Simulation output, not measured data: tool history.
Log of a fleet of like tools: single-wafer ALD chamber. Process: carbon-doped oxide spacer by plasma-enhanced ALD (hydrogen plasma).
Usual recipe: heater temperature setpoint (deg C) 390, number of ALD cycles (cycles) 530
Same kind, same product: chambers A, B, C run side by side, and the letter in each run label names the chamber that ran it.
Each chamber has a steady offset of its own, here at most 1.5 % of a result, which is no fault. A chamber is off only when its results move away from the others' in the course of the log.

run,hour,heater temperature setpoint (deg C),number of ALD cycles (cycles),"read-back reference wafer on the same gauge, thickness_nm",mean film thickness on the monitor wafer (angstrom)
1B,8.9,390,530,24.195,260.98
2C,13.9,390,530,24.188,262.47
3A,19.8,390,530,24.191,265.55
4A,27.9,390,530,24.181,264.09
5C,32,390,530,24.179,263.02
6B,39.3,390,530,24.17,261.39
7A,48.2,390,530,24.171,264.85
# hour 50.5: chamber B: thermocouple changed; heater temperature recalibrated
# hour 52.6: chamber A: thermocouple changed; heater temperature recalibrated
8B,55.3,390,530,24.16,260.99
9C,59.2,390,530,24.153,262.6
10C,63.8,390,530,24.163,262.73
11B,70.8,390,530,24.153,261.67
12A,75.3,390,530,24.154,264.96
13B,82.1,390,530,24.141,261.44
14A,90.7,390,530,24.135,265.18
15C,96.7,380,450,24.139,222.4
16B,102.9,380,450,24.127,222.5
17C,110.1,380,450,24.121,222.01
18A,114.8,390,530,24.125,265.22
19B,120.2,390,530,24.109,260.82
20A,124.1,390,530,24.119,264.89
21C,132,390,530,24.117,261.93
22B,140.4,390,530,24.098,260.67
23C,147.3,390,530,24.11,261.34
24A,155,390,530,24.106,263.93
25B,163.8,390,530,24.088,260.79
26A,170.5,390,530,24.091,264.45
27C,179.4,390,530,24.08,261.21
28A,185,390,530,24.074,263.63
29C,192.7,390,485,24.07,238.79
30B,199.9,390,485,24.064,238.9
31A,205.6,390,485,24.065,241.4
32C,210.2,390,530,24.051,261.57
33B,218.3,390,530,24.056,260.37
34B,225.8,401,610,24.042,299.23

Next, every chamber runs the same settings. What will each give?
35A,232.2,377,530,,?
35B,232.2,377,530,,?
35C,232.2,377,530,,?

run,mean film thickness on the monitor wafer (angstrom)
35A,263.06
35B,260.68
35C,261.62
